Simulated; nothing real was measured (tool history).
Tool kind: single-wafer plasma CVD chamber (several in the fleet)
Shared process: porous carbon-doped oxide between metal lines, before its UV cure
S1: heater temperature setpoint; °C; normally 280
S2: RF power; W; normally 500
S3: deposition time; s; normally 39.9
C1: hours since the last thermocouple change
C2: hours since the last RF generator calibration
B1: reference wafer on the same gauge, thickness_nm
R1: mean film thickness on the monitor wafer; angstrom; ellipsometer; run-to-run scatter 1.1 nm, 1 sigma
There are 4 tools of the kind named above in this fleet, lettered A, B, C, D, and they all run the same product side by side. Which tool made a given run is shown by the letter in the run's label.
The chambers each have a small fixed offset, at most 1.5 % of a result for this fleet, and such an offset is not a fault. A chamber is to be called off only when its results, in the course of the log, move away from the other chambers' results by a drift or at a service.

| run | hour | S1 | S2 | S3 | C1 | C2 | B1 | R1 |
|---|---|---|---|---|---|---|---|---|
| 1D | 6.9 | 280 | 500 | 39.9 | 438.3 | 326.3 | 219.98 | 2410.9 |
| 2A | 10.9 | 280 | 500 | 39.9 | 1084.9 | 782.9 | 219.95 | 2440.8 |
| 3B | 15.1 | 280 | 500 | 39.9 | 197.8 | 1749.1 | 220.14 | 2415 |
| 4C | 21.2 | 280 | 500 | 39.9 | 1672.3 | 776.1 | 219.94 | 2408.9 |
| 5B | 24.9 | 280 | 500 | 39.9 | 207.6 | 1758.9 | 220.03 | 2429.5 |
| 6D | 28.2 | 280 | 500 | 39.9 | 459.6 | 347.6 | 219.95 | 2392 |
| 7A | 32.9 | 280 | 500 | 39.9 | 1106.9 | 804.9 | 220.02 | 2436.8 |
| 8C | 37.8 | 280 | 500 | 39.9 | 1688.9 | 792.7 | 220.04 | 2430.2 |
| 9A | 42 | 280 | 500 | 39.9 | 1116 | 814 | 220.01 | 2452.2 |
| 10D | 48.8 | 280 | 500 | 39.9 | 480.2 | 368.2 | 219.96 | 2388.9 |
| 11B | 52.1 | 280 | 500 | 39.9 | 234.8 | 1786.1 | 219.74 | 2402.8 |
| 12C | 58.4 | 280 | 500 | 39.9 | 1709.5 | 813.3 | 219.94 | 2416.9 |
| 13C | 63.1 | 280 | 500 | 39.9 | 1714.2 | 818 | 220.14 | 2385.5 |
| 14A | 67.2 | 280 | 500 | 39.9 | 1141.2 | 839.2 | 219.97 | 2438.3 |
| 15B | 73.9 | 280 | 500 | 39.9 | 256.6 | 1807.9 | 219.89 | 2412.2 |
| 16D | 79.5 | 280 | 500 | 39.9 | 510.9 | 398.9 | 219.93 | 2441 |
| 17A | 82.9 | 280 | 500 | 39.9 | 1156.9 | 854.9 | 219.99 | 2430.8 |
| 18D | 87.3 | 280 | 500 | 39.9 | 518.7 | 406.7 | 219.83 | 2413.8 |
| 19C | 92.8 | 280 | 500 | 39.9 | 1743.9 | 847.7 | 220.12 | 2392.7 |
| 20B | 96.2 | 280 | 415 | 39.9 | 278.9 | 1830.2 | 220 | 2098 |
| 21D | 102.2 | 280 | 415 | 39.9 | 533.6 | 421.6 | 220.06 | 2111.1 |
| 22A | 107.1 | 280 | 415 | 39.9 | 1181.1 | 879.1 | 219.7 | 2144 |
| 23B | 110.2 | 280 | 415 | 39.9 | 292.9 | 1844.2 | 220.03 | 2103.8 |
| 24C | 113.7 | 280 | 500 | 39.9 | 1764.8 | 868.6 | 220.04 | 2436.8 |
| 25A | 120.2 | 280 | 500 | 39.9 | 1194.2 | 892.2 | 219.72 | 2442.1 |
| 26B | 126.1 | 280 | 500 | 39.9 | 308.8 | 1860.1 | 219.77 | 2430.2 |
| 27D | 130 | 280 | 580 | 39.9 | 561.4 | 449.4 | 220.15 | 2673.4 |

Read the log: is a single chamber off, either drifting away or since a service, is the gauge that measures every chamber drifting, or is nothing wrong beyond small per-chamber offsets? Name any odd chamber and what most likely caused it.

Beyond each chamber's small constant offset nothing stands out, and the gauge stays steady.
